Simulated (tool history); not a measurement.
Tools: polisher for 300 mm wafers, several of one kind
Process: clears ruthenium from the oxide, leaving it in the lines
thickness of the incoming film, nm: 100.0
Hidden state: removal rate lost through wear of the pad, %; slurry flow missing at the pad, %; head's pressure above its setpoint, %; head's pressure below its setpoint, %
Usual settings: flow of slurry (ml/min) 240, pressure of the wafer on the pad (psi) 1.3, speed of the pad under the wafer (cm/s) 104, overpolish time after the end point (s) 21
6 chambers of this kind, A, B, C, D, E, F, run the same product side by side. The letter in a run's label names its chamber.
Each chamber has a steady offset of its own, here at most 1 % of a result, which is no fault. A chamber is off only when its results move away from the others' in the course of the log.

run	hour	flow of slurry (ml/min)	pressure of the wafer on the pad (psi)	speed of the pad under the wafer (cm/s)	overpolish time after the end point (s)	wafers polished on this pad	hours since the slurry nozzle was cleaned	hours since the head pressure was calibrated	time until the end point was called (s)
# hour 6.2: chamber E: head pressure recalibrated
1D	12.3	240	1.3	104	21	831	67.4	181.5	129.69
# hour 14.7: chamber D: worn pad replaced by a new one
# hour 20.1: chamber E: worn pad replaced by a new one
2E	20.6	240	1.3	104	21	5	222.0	14.4	130.86
3F	33.7	240	1.3	104	21	986	125.2	632.3	130.35
4A	41.8	240	1.3	104	21	937	115.0	223.2	129.60
5C	52.6	240	1.3	104	21	896	528.3	608.2	133.22
6B	60.5	240	1.3	104	21	646	88.4	127.9	132.45
7E	70.5	240	1.3	104	21	508	271.9	64.3	130.12
# hour 78.7: chamber F: worn pad replaced by a new one
8A	82.4	240	1.3	104	21	1346	155.6	263.8	129.50
# hour 86.1: chamber E: slurry nozzle cleaned
9D	90.2	240	1.3	104	21	760	145.3	259.4	130.36
# hour 94.3: chamber D: worn pad replaced by a new one
10F	99.9	240	1.3	104	21	213	191.4	698.5	130.11
# hour 108.5: chamber C: worn pad replaced by a new one
11B	108.8	240	1.3	104	21	1132	136.7	176.2	134.19
12C	117.8	240	1.3	104	34	94	593.5	673.4	132.85
# hour 121.2: chamber E: worn pad replaced by a new one
# hour 127.7: chamber B: worn pad replaced by a new one
13D	128.1	240	1.3	104	34	340	183.2	297.3	129.80
14A	134.3	240	1.3	104	34	1868	207.5	315.7	132.04
15B	146.9	240	1.3	104	34	193	174.8	214.3	131.80
16F	158.5	240	1.3	104	34	803	250.0	757.1	131.11
17C	164.3	240	1.3	104	34	562	640.0	719.9	129.20
18E	177.2	240	1.3	104	21	564	91.2	171.0	130.15
# hour 181.6: chamber D: worn pad replaced by a new one
19C	187.5	240	1.3	104	21	796	663.2	743.1	130.26
20B	197.1	240	1.3	104	21	699	225.0	264.5	130.60
21E	207.2	240	1.3	104	21	866	121.2	201.0	130.43
# hour 209.9: chamber F: worn pad replaced by a new one
# hour 214.8: chamber C: slurry nozzle cleaned
# hour 215.7: chamber D: slurry nozzle cleaned
22A	216.4	240	1.3	104	21	2695	289.6	397.8	135.93
23F	227.7	240	1.3	104	21	180	319.2	826.3	130.77
# hour 231.7: chamber A: slurry nozzle cleaned
24D	234.7	240	1.3	104	21	534	19.0	403.9	130.75
# hour 236.4: chamber E: worn pad replaced by a new one
# hour 239.4: chamber A: head pressure recalibrated
25D	242.9	240	1.3	104	21	617	27.2	412.1	129.29
26F	248.8	240	1.3	104	21	392	340.3	847.4	129.56
# hour 250.1: chamber C: worn pad replaced by a new one
27E	258.4	240	1.3	104	21	222	172.4	252.2	128.32
28C	267.9	240	1.3	104	21	180	53.1	823.5	129.85
# hour 271.8: chamber B: worn pad replaced by a new one
29A	276.6	180	1.3	90	21	3301	45.0	37.3	163.28
# hour 276.7: chamber D: worn pad replaced by a new one
30B	286.6	180	1.3	90	21	149	314.5	354.0	158.10
31A	299.6	180	1.3	90	21	3532	68.0	60.3	162.95
32D	311.1	180	1.3	90	21	346	95.4	480.3	155.67
33E	323.6	180	1.3	90	21	878	237.6	317.4	154.31
# hour 327.5: chamber F: head pressure recalibrated
34F	335.5	180	1.3	90	21	1265	427.0	8.1	156.32
35B	347.9	240	1.3	104	21	766	375.8	415.3	132.54
36C	356.9	240	1.5	104	14	1076	142.1	912.5	114.48

Is one chamber off against the others, does the gauge drift, or is nothing wrong? If a chamber is off, say which, and what the likeliest cause is.

Chamber A drifts away from the others.
Cause: removal rate lost through wear of the pad, % = 6.77.

Here are 4 candidates for chamber A's next run, each the usual settings with a change, their results left as question marks. Which one brings its results back in line with what the others give on the usual settings?
In line means no further than this from the other chambers' mean on the usual settings: time until the end point was called (s) 4.30
37A-1	366.5	240	1.3	118	21				?
37A-2	366.5	240	1.3	92	21				?
37A-3	366.5	240	1.4	104	21				?
37A-4	366.5	240	1.3	96	21				?

The other chambers' mean on the usual settings: time until the end point was called (s) 130.47
run	time until the end point was called (s)
37A-1	122.75
37A-2	156.86
37A-3	129.12
37A-4	150.43
37A-3 brings the chamber back in line.
